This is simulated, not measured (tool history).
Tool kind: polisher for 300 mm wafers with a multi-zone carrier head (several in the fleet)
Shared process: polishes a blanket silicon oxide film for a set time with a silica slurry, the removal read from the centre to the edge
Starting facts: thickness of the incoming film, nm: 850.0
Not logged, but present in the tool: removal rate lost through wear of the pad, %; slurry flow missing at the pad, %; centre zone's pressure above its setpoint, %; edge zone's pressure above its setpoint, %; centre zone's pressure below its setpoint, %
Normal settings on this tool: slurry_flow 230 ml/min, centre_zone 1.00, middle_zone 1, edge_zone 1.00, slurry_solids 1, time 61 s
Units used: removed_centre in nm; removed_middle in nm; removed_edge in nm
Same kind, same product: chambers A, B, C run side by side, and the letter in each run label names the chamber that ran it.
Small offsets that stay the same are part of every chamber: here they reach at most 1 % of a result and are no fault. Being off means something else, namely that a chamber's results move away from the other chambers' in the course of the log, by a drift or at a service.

| run | hour | slurry_flow | centre_zone | middle_zone | edge_zone | slurry_solids | time | wafers polished on this pad | hours since the slurry nozzle was cleaned | hours since the centre zone pressure was calibrated | hours since the edge zone pressure was calibrated | removed_centre | removed_middle | removed_edge |
|---|---|---|---|---|---|---|---|---|---|---|---|---|---|---|
|  | 1.9 | chamber C: slurry nozzle cleaned |
| 1C | 6.9 | 230 | 1.00 | 1 | 1.00 | 1 | 61 | 153 | 5.1 | 474.8 | 1126.9 | 165.20 | 163.88 | 173.10 |
|  | 7.9 | chamber B: slurry nozzle cleaned |
| 2B | 10.2 | 230 | 1.00 | 1 | 1.00 | 1 | 61 | 210 | 2.3 | 1236.3 | 65.4 | 166.25 | 172.16 | 165.78 |
| 3A | 17.4 | 230 | 1.00 | 1 | 1.00 | 1 | 61 | 732 | 419.1 | 331.3 | 535.9 | 166.93 | 167.92 | 167.14 |
| 4A | 23.5 | 230 | 1.00 | 1 | 1.00 | 1 | 61 | 772 | 425.2 | 337.4 | 542.0 | 166.16 | 166.82 | 166.10 |
| 5B | 27.9 | 230 | 1.00 | 1 | 1.00 | 1 | 61 | 324 | 20.0 | 1254.0 | 83.1 | 165.62 | 166.28 | 167.66 |
| 6C | 33.2 | 230 | 1.00 | 1 | 1.00 | 1 | 61 | 323 | 31.4 | 501.1 | 1153.2 | 165.73 | 168.77 | 167.72 |
| 7B | 38.2 | 230 | 0.96 | 1 | 1.00 | 1 | 70 | 390 | 30.3 | 1264.3 | 93.4 | 180.87 | 190.78 | 189.97 |
| 8C | 42.9 | 230 | 0.96 | 1 | 1.00 | 1 | 70 | 385 | 41.1 | 510.8 | 1162.9 | 181.24 | 189.24 | 191.42 |
| 9A | 49.9 | 230 | 0.96 | 1 | 1.00 | 1 | 70 | 942 | 451.6 | 363.8 | 568.4 | 183.83 | 189.48 | 191.05 |
| 10A | 54.7 | 230 | 1.00 | 1 | 1.00 | 1 | 61 | 972 | 456.4 | 368.6 | 573.2 | 166.63 | 169.14 | 166.96 |
| 11C | 58.9 | 230 | 1.00 | 1 | 1.00 | 1 | 61 | 488 | 57.1 | 526.8 | 1178.9 | 167.04 | 167.03 | 166.36 |
| 12B | 65.6 | 230 | 1.00 | 1 | 1.00 | 1 | 61 | 566 | 57.7 | 1291.7 | 120.8 | 164.31 | 165.54 | 169.45 |
| 13B | 71.7 | 230 | 1.00 | 1 | 1.00 | 1 | 61 | 606 | 63.8 | 1297.8 | 126.9 | 166.50 | 167.41 | 165.40 |
| 14C | 75.6 | 230 | 1.00 | 1 | 1.00 | 1 | 61 | 596 | 73.8 | 543.5 | 1195.6 | 167.37 | 167.24 | 167.80 |
| 15A | 80.0 | 230 | 1.00 | 1 | 1.00 | 1 | 61 | 1135 | 481.7 | 393.9 | 598.5 | 169.68 | 170.15 | 165.85 |
| 16C | 85.8 | 230 | 1.00 | 1 | 1.00 | 1 | 61 | 661 | 84.0 | 553.7 | 1205.8 | 164.94 | 169.71 | 166.92 |
|  | 87.8 | chamber C: worn pad replaced by a new one |
| 17A | 90.1 | 230 | 1.00 | 1 | 1.00 | 1 | 61 | 1200 | 491.8 | 404.0 | 608.6 | 165.59 | 166.66 | 167.78 |
| 18B | 94.0 | 230 | 1.00 | 1 | 1.00 | 1 | 61 | 749 | 86.1 | 1320.1 | 149.2 | 165.09 | 168.56 | 165.87 |
| 19A | 98.5 | 230 | 1.00 | 1 | 1.00 | 1 | 61 | 1255 | 500.2 | 412.4 | 617.0 | 164.07 | 170.58 | 162.47 |
|  | 99.3 | chamber A: edge zone pressure recalibrated |
|  | 100.6 | chamber A: worn pad replaced by a new one |
| 20C | 102.8 | 230 | 1.00 | 1 | 1.00 | 1 | 61 | 96 | 101.0 | 570.7 | 1222.8 | 167.99 | 165.51 | 170.58 |
| 21B | 109.6 | 230 | 1.00 | 1 | 1.00 | 1 | 61 | 850 | 101.7 | 1335.7 | 164.8 | 166.25 | 173.30 | 163.60 |
|  | 114.6 | chamber A: slurry nozzle cleaned |
| 22C | 114.8 | 230 | 1.00 | 1 | 1.00 | 1 | 61 | 174 | 113.0 | 582.7 | 1234.8 | 166.27 | 163.43 | 168.52 |
| 23B | 118.2 | 155 | 1.00 | 1 | 1.00 | 1 | 52 | 905 | 110.3 | 1344.3 | 173.4 | 132.17 | 137.06 | 137.36 |
| 24A | 121.9 | 155 | 1.00 | 1 | 1.00 | 1 | 52 | 137 | 7.4 | 435.8 | 22.7 | 133.81 | 138.57 | 135.41 |
| 25C | 126.2 | 155 | 1.00 | 1 | 1.00 | 1 | 52 | 247 | 124.4 | 594.1 | 1246.2 | 130.03 | 131.01 | 133.20 |
| 26B | 130.2 | 230 | 1.00 | 1 | 1.00 | 1 | 61 | 982 | 122.3 | 1356.3 | 185.4 | 164.14 | 169.73 | 167.23 |
| 27A | 134.4 | 230 | 1.00 | 1 | 0.94 | 1 | 61 | 217 | 19.9 | 448.3 | 35.2 | 169.12 | 165.52 | 161.59 |
| 28A | 139.5 | 230 | 1.00 | 1 | 0.94 | 1 | 61 | 250 | 25.0 | 453.4 | 40.3 | 167.37 | 175.52 | 161.09 |
| 29C | 145.8 | 230 | 1.00 | 1 | 0.94 | 1 | 61 | 373 | 144.0 | 613.7 | 1265.8 | 167.33 | 168.28 | 161.41 |
| 30B | 149.4 | 230 | 1.00 | 1 | 1.00 | 1 | 61 | 1106 | 141.5 | 1375.5 | 204.6 | 164.06 | 173.35 | 167.23 |
|  | 150.9 | chamber B: centre zone pressure recalibrated |
| 31A | 156.2 | 230 | 1.00 | 1 | 1.00 | 1 | 61 | 358 | 41.7 | 470.1 | 57.0 | 168.69 | 170.14 | 166.57 |
|  | 156.7 | chamber B: worn pad replaced by a new one |
| 32B | 161.3 | 230 | 1.00 | 1 | 1.00 | 1 | 61 | 29 | 153.4 | 10.5 | 216.5 | 167.74 | 166.44 | 167.27 |
| 33C | 166.1 | 230 | 1.00 | 1 | 1.00 | 1 | 61 | 504 | 164.3 | 634.0 | 1286.1 | 168.20 | 163.70 | 168.03 |
| 34A | 170.3 | 230 | 1.00 | 1 | 1.00 | 1 | 61 | 449 | 55.8 | 484.2 | 71.1 | 168.50 | 169.10 | 168.47 |
| 35B | 175.1 | 230 | 1.00 | 1 | 1.00 | 1 | 61 | 118 | 167.2 | 24.3 | 230.3 | 167.43 | 167.40 | 169.74 |
| 36C | 181.4 | 230 | 1.00 | 1 | 1.00 | 1 | 61 | 603 | 179.6 | 649.3 | 1301.4 | 167.39 | 168.78 | 167.88 |
| 37A | 184.7 | 230 | 1.00 | 1 | 1.00 | 1 | 68 | 541 | 70.2 | 498.6 | 85.5 | 187.37 | 188.50 | 187.04 |
| 38B | 189.4 | 230 | 1.00 | 1 | 1.00 | 1 | 68 | 210 | 181.5 | 38.6 | 244.6 | 182.98 | 184.44 | 185.13 |
| 39C | 196.5 | 230 | 1.00 | 1 | 1.00 | 1 | 68 | 700 | 194.7 | 664.4 | 1316.5 | 184.80 | 183.63 | 185.46 |
| 40A | 202.8 | 230 | 1.00 | 1 | 1.00 | 1 | 61 | 658 | 88.3 | 516.7 | 103.6 | 166.94 | 169.81 | 167.58 |
| 41B | 209.5 | 230 | 1.00 | 1 | 1.00 | 1 | 61 | 340 | 201.6 | 58.7 | 264.7 | 165.29 | 169.64 | 168.54 |

Does one chamber stand apart from the rest, does the shared gauge drift, or is all well apart from small per-chamber offsets? Give the chamber and the most likely cause, where there is one.

All chambers stay in line apart from their small fixed offsets, and the gauge does not drift.
